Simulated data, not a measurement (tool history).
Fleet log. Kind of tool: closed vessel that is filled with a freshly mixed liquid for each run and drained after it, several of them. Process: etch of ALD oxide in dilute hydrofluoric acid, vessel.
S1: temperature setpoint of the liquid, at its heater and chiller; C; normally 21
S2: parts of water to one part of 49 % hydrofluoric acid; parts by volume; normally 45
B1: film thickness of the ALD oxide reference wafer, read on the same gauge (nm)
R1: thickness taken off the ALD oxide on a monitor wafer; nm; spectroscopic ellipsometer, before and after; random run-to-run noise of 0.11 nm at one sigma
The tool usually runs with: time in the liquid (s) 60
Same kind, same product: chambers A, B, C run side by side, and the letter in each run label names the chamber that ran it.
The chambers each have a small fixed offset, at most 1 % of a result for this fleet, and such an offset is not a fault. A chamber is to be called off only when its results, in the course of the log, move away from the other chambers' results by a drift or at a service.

Run 1A, day 0.217: usual settings; B1 49.986. Result: R1 13.7360 nm.
Run 2C, day 0.367: usual settings; B1 50.001. Result: R1 13.5850 nm.
At day 0.467: chamber C: thermometer replaced.
Run 3B, day 0.533: usual settings; B1 50.017. Result: R1 13.3830 nm.
Run 4A, day 0.746: usual settings; B1 49.961. Result: R1 13.5820 nm.
Run 5B, day 0.925: usual settings; B1 50.022. Result: R1 13.3720 nm.
Run 6C, day 1.112: usual settings but S1 25 C, S2 35 parts by volume; B1 50.013. Result: R1 20.6490 nm.
Run 7B, day 1.358: usual settings but S1 25 C, S2 35 parts by volume; B1 49.989. Result: R1 20.6440 nm.
Run 8C, day 1.612: usual settings but S1 25 C, S2 35 parts by volume; B1 50.016. Result: R1 20.7760 nm.
Run 9A, day 1.792: usual settings; B1 49.989. Result: R1 13.4380 nm.
Run 10A, day 1.975: usual settings; B1 49.998. Result: R1 13.4310 nm.
Run 11C, day 2.100: usual settings but S2 35 parts by volume; B1 50.032. Result: R1 17.5800 nm.
Run 12B, day 2.308: usual settings but S2 35 parts by volume; B1 49.997. Result: R1 17.6110 nm.
Run 13B, day 2.458: usual settings but S2 35 parts by volume; B1 50.025. Result: R1 17.8730 nm.
Run 14C, day 2.662: usual settings; B1 49.981. Result: R1 13.5870 nm.
Run 15A, day 2.821: usual settings; B1 50.032. Result: R1 13.5310 nm.
Run 16A, day 2.992: usual settings but S2 35 parts by volume, time in the liquid (s) 45; B1 50.001. Result: R1 13.0190 nm.
Run 17C, day 3.204: usual settings but S2 35 parts by volume, time in the liquid (s) 45; B1 50.007. Result: R1 13.2410 nm.
Run 18B, day 3.467: usual settings but S2 35 parts by volume, time in the liquid (s) 45; B1 50.003. Result: R1 13.3300 nm.
Run 19B, day 3.600: usual settings but time in the liquid (s) 40; B1 50.024. Result: R1 9.0351 nm.
Run 20A, day 3.850: usual settings but time in the liquid (s) 40; B1 50.024. Result: R1 8.7452 nm.
At day 3.979: chamber B: thermometer replaced.
Run 21C, day 4.050: usual settings but time in the liquid (s) 40; B1 49.980. Result: R1 9.0982 nm.
Run 22C, day 4.283: usual settings; B1 50.023. Result: R1 13.5000 nm.
Run 23A, day 4.500: usual settings; B1 50.032. Result: R1 12.9760 nm.
Run 24B, day 4.754: usual settings but S1 18 C, time in the liquid (s) 80; B1 49.983. Result: R1 15.8880 nm.
Run 25B, day 4.933: usual settings but S1 18 C, time in the liquid (s) 80; B1 50.017. Result: R1 15.9080 nm.
Run 26C, day 5.154: usual settings but S1 18 C, time in the liquid (s) 80; B1 50.005. Result: R1 15.9350 nm.
Run 27A, day 5.271: usual settings; B1 49.979. Result: R1 13.0780 nm.
Run 28B, day 5.483: usual settings; B1 50.015. Result: R1 13.4540 nm.
Run 29C, day 5.612: usual settings; B1 49.991. Result: R1 13.5240 nm.
Run 30A, day 5.767: usual settings; B1 49.992. Result: R1 13.1010 nm.
Run 31A, day 5.946: usual settings but S2 35 parts by volume, time in the liquid (s) 85; B1 50.050. Result: R1 23.8330 nm.
Run 32C, day 6.171: usual settings but S2 35 parts by volume, time in the liquid (s) 85; B1 50.011. Result: R1 24.6860 nm.
Run 33B, day 6.429: usual settings but S2 35 parts by volume, time in the liquid (s) 85; B1 49.994. Result: R1 25.0150 nm.
Run 34B, day 6.650: usual settings; B1 49.983. Result: R1 13.5080 nm.
Run 35A, day 6.800: usual settings; B1 50.034. Result: R1 12.8300 nm.
Run 36C, day 6.962: usual settings; B1 50.011. Result: R1 13.4580 nm.
Run 37B, day 7.204: usual settings; B1 49.993. Result: R1 13.7030 nm.
Run 38C, day 7.454: usual settings; B1 49.999. Result: R1 13.4810 nm.
Run 39A, day 7.683: usual settings; B1 50.038. Result: R1 12.7690 nm.

Which is it: a chamber that has drifted or been left off by a service, a gauge drift common to all chambers, or only each chamber's usual small offset? If a chamber is off, name it and its likeliest cause.

One chamber, A, drifts off from the rest bit by bit.
Likeliest cause: liquid colder than its thermometer reads (K) = 1.43.
The log may not tell that from: hydrofluoric acid flow below the setpoint (%).

Chamber A could run next with any of the 4 candidate recipes listed below; each alters the usual settings, and their results appear as question marks. Which one brings its results back in line with what the other chambers deliver on the usual settings?
Maximum distance from the other chambers' mean on the usual settings for a result to count as in line: R1 0.3900 nm
Run 40A-1, day 7.875: usual settings but S1 24.5 C. Result: R1 ?.
Run 40A-2, day 7.875: usual settings but S1 18.0 C. Result: R1 ?.
Run 40A-3, day 7.875: usual settings but S1 22.5 C. Result: R1 ?.
Run 40A-4, day 7.875: usual settings but S1 19.5 C. Result: R1 ?.

Other chambers, usual settings, mean: R1 13.5750 nm
  run       R1
40A-1  14.8400
40A-2  11.2010
40A-3  13.6290
40A-4  11.9680
With 40A-3, the chamber falls back in line with the rest.
